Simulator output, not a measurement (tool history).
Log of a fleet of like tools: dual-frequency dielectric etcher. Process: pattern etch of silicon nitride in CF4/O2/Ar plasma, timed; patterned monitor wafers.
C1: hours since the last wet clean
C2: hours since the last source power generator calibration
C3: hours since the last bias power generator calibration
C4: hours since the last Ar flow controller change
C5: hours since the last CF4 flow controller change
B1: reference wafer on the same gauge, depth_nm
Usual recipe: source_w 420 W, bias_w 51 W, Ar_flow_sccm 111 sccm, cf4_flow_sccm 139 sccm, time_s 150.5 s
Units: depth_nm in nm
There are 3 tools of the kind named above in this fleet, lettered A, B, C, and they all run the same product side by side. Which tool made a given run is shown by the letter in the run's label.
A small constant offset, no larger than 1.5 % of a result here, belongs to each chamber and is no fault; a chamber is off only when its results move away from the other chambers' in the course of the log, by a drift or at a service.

run 1A hour=9.7 | source_w=420 bias_w=51 Ar_flow_sccm=111 cf4_flow_sccm=139 time_s=150.5 | C1=308.5 C2=2922.6 C3=3109.2 C4=1262.9 C5=1633.6 | B1=246.09 | depth_nm=252.07
run 2B hour=15.9 | source_w=420 bias_w=51 Ar_flow_sccm=111 cf4_flow_sccm=139 time_s=150.5 | C1=385.4 C2=1766.1 C3=762.2 C4=1421.9 C5=312.2 | B1=246.02 | depth_nm=254.81
run 3C hour=23.1 | source_w=420 bias_w=51 Ar_flow_sccm=111 cf4_flow_sccm=139 time_s=150.5 | C1=208.8 C2=3552.2 C3=3323.7 C4=3108.3 C5=1547.1 | B1=246.02 | depth_nm=253.80
run 4A hour=34.0 | source_w=420 bias_w=51 Ar_flow_sccm=111 cf4_flow_sccm=139 time_s=150.5 | C1=332.8 C2=2946.9 C3=3133.5 C4=1287.2 C5=1657.9 | B1=246.04 | depth_nm=250.90
run 5B hour=43.4 | source_w=420 bias_w=51 Ar_flow_sccm=111 cf4_flow_sccm=139 time_s=150.5 | C1=412.9 C2=1793.6 C3=789.7 C4=1449.4 C5=339.7 | B1=246.18 | depth_nm=255.98
run 6C hour=54.0 | source_w=420 bias_w=51 Ar_flow_sccm=111 cf4_flow_sccm=139 time_s=150.5 | C1=239.7 C2=3583.1 C3=3354.6 C4=3139.2 C5=1578.0 | B1=245.93 | depth_nm=253.45
run 7C hour=61.6 | source_w=450 bias_w=51 Ar_flow_sccm=111 cf4_flow_sccm=139 time_s=186.5 | C1=247.3 C2=3590.7 C3=3362.2 C4=3146.8 C5=1585.6 | B1=245.86 | depth_nm=332.69
-- hour=62.1 chamber A: source power generator calibrated
run 8A hour=72.3 | source_w=450 bias_w=51 Ar_flow_sccm=111 cf4_flow_sccm=139 time_s=186.5 | C1=371.1 C2=10.2 C3=3171.8 C4=1325.5 C5=1696.2 | B1=246.06 | depth_nm=320.02
run 9B hour=83.6 | source_w=450 bias_w=51 Ar_flow_sccm=111 cf4_flow_sccm=139 time_s=186.5 | C1=453.1 C2=1833.8 C3=829.9 C4=1489.6 C5=379.9 | B1=245.98 | depth_nm=335.32
run 10B hour=91.3 | source_w=420 bias_w=51 Ar_flow_sccm=111 cf4_flow_sccm=139 time_s=150.5 | C1=460.8 C2=1841.5 C3=837.6 C4=1497.3 C5=387.6 | B1=246.07 | depth_nm=254.64
run 11A hour=100.2 | source_w=420 bias_w=51 Ar_flow_sccm=120 cf4_flow_sccm=139 time_s=125.0 | C1=399.0 C2=38.1 C3=3199.7 C4=1353.4 C5=1724.1 | B1=245.84 | depth_nm=200.18
run 12C hour=109.8 | source_w=420 bias_w=51 Ar_flow_sccm=120 cf4_flow_sccm=139 time_s=125.0 | C1=295.5 C2=3638.9 C3=3410.4 C4=3195.0 C5=1633.8 | B1=246.20 | depth_nm=207.25
run 13C hour=118.9 | source_w=420 bias_w=51 Ar_flow_sccm=120 cf4_flow_sccm=139 time_s=125.0 | C1=304.6 C2=3648.0 C3=3419.5 C4=3204.1 C5=1642.9 | B1=245.90 | depth_nm=207.97
run 14A hour=127.2 | source_w=380 bias_w=60 Ar_flow_sccm=111 cf4_flow_sccm=139 time_s=150.5 | C1=426.0 C2=65.1 C3=3226.7 C4=1380.4 C5=1751.1 | B1=245.99 | depth_nm=237.22
run 15B hour=138.8 | source_w=380 bias_w=60 Ar_flow_sccm=111 cf4_flow_sccm=139 time_s=150.5 | C1=508.3 C2=1889.0 C3=885.1 C4=1544.8 C5=435.1 | B1=246.18 | depth_nm=248.04
run 16C hour=146.6 | source_w=380 bias_w=60 Ar_flow_sccm=111 cf4_flow_sccm=139 time_s=150.5 | C1=332.3 C2=3675.7 C3=3447.2 C4=3231.8 C5=1670.6 | B1=246.06 | depth_nm=246.13
run 17A hour=155.2 | source_w=420 bias_w=51 Ar_flow_sccm=111 cf4_flow_sccm=139 time_s=150.5 | C1=454.0 C2=93.1 C3=3254.7 C4=1408.4 C5=1779.1 | B1=246.03 | depth_nm=244.75
run 18B hour=160.4 | source_w=420 bias_w=51 Ar_flow_sccm=111 cf4_flow_sccm=139 time_s=150.5 | C1=529.9 C2=1910.6 C3=906.7 C4=1566.4 C5=456.7 | B1=245.92 | depth_nm=254.24
run 19C hour=166.9 | source_w=420 bias_w=51 Ar_flow_sccm=111 cf4_flow_sccm=139 time_s=150.5 | C1=352.6 C2=3696.0 C3=3467.5 C4=3252.1 C5=1690.9 | B1=245.97 | depth_nm=253.00
run 20B hour=177.2 | source_w=420 bias_w=51 Ar_flow_sccm=111 cf4_flow_sccm=139 time_s=150.5 | C1=546.7 C2=1927.4 C3=923.5 C4=1583.2 C5=473.5 | B1=246.05 | depth_nm=254.17
run 21A hour=188.8 | source_w=420 bias_w=55 Ar_flow_sccm=89 cf4_flow_sccm=139 time_s=150.5 | C1=487.6 C2=126.7 C3=3288.3 C4=1442.0 C5=1812.7 | B1=246.00 | depth_nm=256.20

Does one chamber stand apart from the rest, does the shared gauge drift, or is all well apart from small per-chamber offsets? Give the chamber and the most likely cause, where there is one.

The work done on chamber A during a service left it standing apart from the others.
Cause: source power that arrives under what is set, % = 3.59.

Below are 4 candidate recipes for chamber A's next run, each the usual settings with a change, their results shown as question marks. Which of them brings A's results back in line with what the other chambers give on the usual settings?
To be in line, a result may differ from the other chambers' mean on the usual settings by at most: depth_nm 2.30 nm
run 22A-1 hour=197.0 | source_w=420 bias_w=51 Ar_flow_sccm=111 cf4_flow_sccm=139 time_s=152.5 | depth_nm=?
run 22A-2 hour=197.0 | source_w=420 bias_w=46 Ar_flow_sccm=111 cf4_flow_sccm=135 time_s=150.5 | depth_nm=?
run 22A-3 hour=197.0 | source_w=430 bias_w=51 Ar_flow_sccm=111 cf4_flow_sccm=139 time_s=154.0 | depth_nm=?
run 22A-4 hour=197.0 | source_w=420 bias_w=51 Ar_flow_sccm=111 cf4_flow_sccm=139 time_s=148.5 | depth_nm=?

On the usual settings, the other chambers give on average: depth_nm 253.55 nm
run=22A-1 depth_nm=246.72
run=22A-2 depth_nm=233.74
run=22A-3 depth_nm=254.31
run=22A-4 depth_nm=240.25
The answer is 22A-3, which returns the chamber to within the allowed miss of the others.
